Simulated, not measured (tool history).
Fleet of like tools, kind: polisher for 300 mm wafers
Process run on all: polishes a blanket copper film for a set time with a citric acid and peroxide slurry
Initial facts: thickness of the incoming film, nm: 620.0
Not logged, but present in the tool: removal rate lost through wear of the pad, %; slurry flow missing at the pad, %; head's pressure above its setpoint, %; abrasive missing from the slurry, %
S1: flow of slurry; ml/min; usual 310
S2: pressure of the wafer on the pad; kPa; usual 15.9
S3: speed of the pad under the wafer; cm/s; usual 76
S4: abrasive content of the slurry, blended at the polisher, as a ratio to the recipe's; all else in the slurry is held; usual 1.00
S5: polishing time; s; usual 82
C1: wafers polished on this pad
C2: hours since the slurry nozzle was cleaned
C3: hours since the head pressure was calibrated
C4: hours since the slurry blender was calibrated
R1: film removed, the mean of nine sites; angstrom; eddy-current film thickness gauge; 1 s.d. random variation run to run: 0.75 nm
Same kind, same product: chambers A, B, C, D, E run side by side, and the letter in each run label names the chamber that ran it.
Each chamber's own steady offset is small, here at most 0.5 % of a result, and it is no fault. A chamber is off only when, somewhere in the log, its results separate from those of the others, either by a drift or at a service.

run	hour	S1	S2	S3	S4	S5	C1	C2	C3	C4	R1
1C	5.3	310	15.9	76	1.00	82	1342	519.0	229.2	258.0	1147.90
2E	10.2	310	15.9	76	1.00	82	281	611.3	127.6	366.9	1154.50
# hour 16.7: chamber C: worn pad replaced by a new one
# hour 17.0: chamber E: slurry nozzle cleaned
3B	17.2	310	15.9	76	1.00	82	732	119.6	447.0	81.2	1150.20
# hour 21.2: chamber A: slurry nozzle cleaned
4A	22.4	310	15.9	76	1.00	82	360	1.3	56.5	248.8	1171.40
5D	28.5	310	15.9	76	1.00	82	953	632.6	424.7	137.5	1155.00
# hour 30.9: chamber B: worn pad replaced by a new one
6C	32.4	310	15.9	64	1.00	82	225	546.1	256.3	285.1	980.98
7B	37.3	310	15.9	64	1.00	82	92	139.7	467.1	101.3	984.94
8D	42.1	310	15.9	64	1.00	82	1148	646.2	438.3	151.1	981.27
# hour 42.3: chamber D: slurry blender recalibrated
# hour 45.8: chamber D: worn pad replaced by a new one
9A	49.2	310	15.9	64	1.00	82	744	28.1	83.3	275.6	985.96
10E	54.8	310	15.9	64	1.00	82	919	37.9	172.2	411.5	968.39
11C	62.5	310	15.9	76	1.15	82	656	576.2	286.4	315.2	1183.20
# hour 64.3: chamber E: worn pad replaced by a new one
12E	70.4	310	15.9	76	1.15	82	88	53.5	187.8	427.1	1191.70
13D	74.4	310	15.9	76	1.15	82	409	678.5	470.6	32.1	1193.40
# hour 76.2: chamber E: slurry blender recalibrated
14A	82.3	310	15.9	76	1.15	82	1218	61.2	116.4	308.7	1195.60
# hour 86.7: chamber A: worn pad replaced by a new one
15B	89.9	310	15.9	76	1.15	82	845	192.3	519.7	153.9	1170.50
# hour 91.4: chamber B: worn pad replaced by a new one
16E	96.8	310	15.9	76	1.00	82	466	79.9	214.2	20.6	1153.40
# hour 102.5: chamber A: slurry blender recalibrated
17D	105.0	310	15.9	76	1.00	82	848	709.1	501.2	62.7	1158.60
18C	112.0	310	15.9	76	1.00	82	1365	625.7	335.9	364.7	1157.50
19A	119.2	310	15.9	76	1.00	82	466	98.1	153.3	16.7	1158.50
# hour 123.5: chamber C: worn pad replaced by a new one
20B	124.3	310	15.9	76	1.00	82	471	226.7	554.1	188.3	1137.00
# hour 124.5: chamber D: worn pad replaced by a new one
# hour 126.3: chamber C: slurry blender recalibrated
# hour 129.3: chamber B: head pressure recalibrated
21D	132.2	310	15.9	76	1.00	82	110	736.3	528.4	89.9	1154.40
22C	136.2	310	15.9	76	1.00	82	182	649.9	360.1	10.0	1162.00
23E	143.8	310	15.9	76	1.20	82	1139	126.9	261.2	67.6	1210.60
24B	149.8	310	15.9	76	1.20	82	836	252.2	20.5	213.8	1175.50
25A	155.0	310	15.9	76	1.20	82	979	133.9	189.1	52.5	1198.80
# hour 157.6: chamber E: worn pad replaced by a new one
26E	162.5	310	15.9	76	1.20	82	70	145.6	279.9	86.3	1197.20
# hour 164.8: chamber B: worn pad replaced by a new one
# hour 169.4: chamber D: slurry blender recalibrated
27D	170.8	310	15.9	76	1.20	82	663	774.9	567.0	1.4	1203.70
28C	178.8	310	20.7	76	1.00	82	792	692.5	402.7	52.6	1521.60
# hour 183.6: chamber D: slurry nozzle cleaned
# hour 184.0: chamber A: worn pad replaced by a new one
29B	184.4	310	20.7	76	1.00	82	280	286.8	55.1	248.4	1422.00
30A	188.1	310	20.7	76	1.00	82	59	167.0	222.2	85.6	1496.70
31B	195.7	310	20.7	76	1.00	82	442	298.1	66.4	259.7	1418.80
32D	202.6	310	20.7	76	1.00	82	1119	19.0	598.8	33.2	1484.80

Decide between three cases: one chamber stands off from its peers, the gauge reading all wafers drifts, or nothing is wrong past each chamber's small offset. Where a chamber is off, say which and what most likely put it there.

One chamber, B, drifts off from the rest bit by bit.
Cause: slurry flow missing at the pad, % = 41.2.
The log may not tell that from: abrasive missing from the slurry, %.

Which of the 4 candidates below, each the usual settings with something changed and its results left as question marks, puts chamber B back in line with what the other chambers give on the usual settings?
Counts as in line when no further than this from what the other chambers average on the usual settings: R1 26.00 angstrom
33B-1	208.7	310	15.9	76	1.00	87					?
33B-2	208.7	305	15.2	72	1.00	82					?
33B-3	208.7	310	15.9	84	1.00	82					?
33B-4	208.7	305	15.9	76	1.00	77					?

The other chambers' mean on the usual settings: R1 1156.70 angstrom
run	R1
33B-1	1144.90
33B-2	978.51
33B-3	1189.70
33B-4	1011.00
Change 33B-1 lands the chamber within the allowed miss of the other chambers.
